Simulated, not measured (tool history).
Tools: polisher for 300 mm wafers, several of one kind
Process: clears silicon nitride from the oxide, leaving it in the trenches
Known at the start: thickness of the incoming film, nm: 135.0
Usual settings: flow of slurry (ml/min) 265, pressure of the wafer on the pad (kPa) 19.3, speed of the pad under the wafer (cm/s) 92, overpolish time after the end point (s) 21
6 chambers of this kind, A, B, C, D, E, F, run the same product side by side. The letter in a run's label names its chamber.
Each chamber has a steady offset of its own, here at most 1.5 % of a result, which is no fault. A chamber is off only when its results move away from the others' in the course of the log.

run,hour,flow of slurry (ml/min),pressure of the wafer on the pad (kPa),speed of the pad under the wafer (cm/s),overpolish time after the end point (s),time until the end point was called (s)
# hour 4.8: chamber A: worn pad replaced by a new one
1D,9.5,265,19.3,92,21,142.41
2C,20.1,265,19.3,92,21,145.99
3F,28.6,265,19.3,92,21,145.67
4E,36.3,265,19.3,92,21,148.26
# hour 42.7: chamber C: worn pad replaced by a new one
5A,48.5,265,23.4,92,21,121.2
6B,57.1,265,23.4,92,21,121.71
7A,65,265,23.4,92,21,121.18
8F,72.3,265,23.4,92,21,117.85
9E,81,265,23.4,92,21,120.83
10C,90.3,265,23.4,92,21,117.52
# hour 93.9: chamber A: head pressure recalibrated
11B,101.2,295,19.3,92,21,143.62
# hour 110.5: chamber D: head pressure recalibrated
12D,111.4,295,19.3,92,21,146.18
# hour 118.1: chamber A: worn pad replaced by a new one
13D,118.7,295,19.3,92,21,146.1
# hour 121.1: chamber E: worn pad replaced by a new one
14F,128.3,295,19.3,92,21,143.79
# hour 138.7: chamber C: head pressure recalibrated
15B,141.9,295,19.3,92,21,148.28
# hour 148.7: chamber C: worn pad replaced by a new one
# hour 151.7: chamber F: head pressure recalibrated
# hour 154.3: chamber B: worn pad replaced by a new one
16A,154.4,295,19.3,92,21,143.62
17C,166.3,265,19.3,92,21,143.03
18E,173.5,265,19.3,92,21,149.15
# hour 175.9: chamber C: slurry nozzle cleaned
19C,186.1,265,19.3,92,21,144.99
20F,196.1,265,19.3,92,21,145.73
21A,203.3,265,19.3,92,21,147.25
22E,213.1,265,19.3,92,21,147.35
# hour 221.8: chamber B: head pressure recalibrated
# hour 222.3: chamber E: head pressure recalibrated
23B,225.6,265,19.3,74,21,185.91
# hour 231.6: chamber F: worn pad replaced by a new one
# hour 235.3: chamber A: worn pad replaced by a new one
24D,236.1,265,19.3,74,21,185.13
25E,242.3,265,19.3,74,21,179.75
26D,248.7,265,19.3,74,21,192.35
# hour 250.1: chamber B: slurry nozzle cleaned
# hour 259.4: chamber C: worn pad replaced by a new one
27A,261.7,265,19.3,74,21,186.44
28B,269.2,265,19.3,74,21,182.62
29C,277.5,265,19.3,92,21,144.11
30F,290.3,265,19.3,104,31,130.13
# hour 291: chamber A: slurry nozzle cleaned
31B,299,265,19.3,104,31,130.34
# hour 308.2: chamber F: slurry nozzle cleaned
32F,309.5,265,19.3,104,31,127.99
33A,315.9,265,19.3,104,31,129.44
# hour 323.1: chamber E: worn pad replaced by a new one
34C,329.7,265,19.3,104,31,129.09
35E,336.7,265,19.3,104,31,127.91
36D,348,265,19.3,92,21,161.3
# hour 353.2: chamber A: worn pad replaced by a new one
37A,360.6,265,19.3,92,21,144.5
38F,373.5,265,19.3,92,21,146.05

All 6 chambers run these settings next. Forecast each chamber's results:
39A,383.5,265,22.8,92,21,?
39B,383.5,265,22.8,92,21,?
39C,383.5,265,22.8,92,21,?
39D,383.5,265,22.8,92,21,?
39E,383.5,265,22.8,92,21,?
39F,383.5,265,22.8,92,21,?

run,time until the end point was called (s)
39A,126.25
39B,125.48
39C,121.82
39D,137.4
39E,126.37
39F,122.7
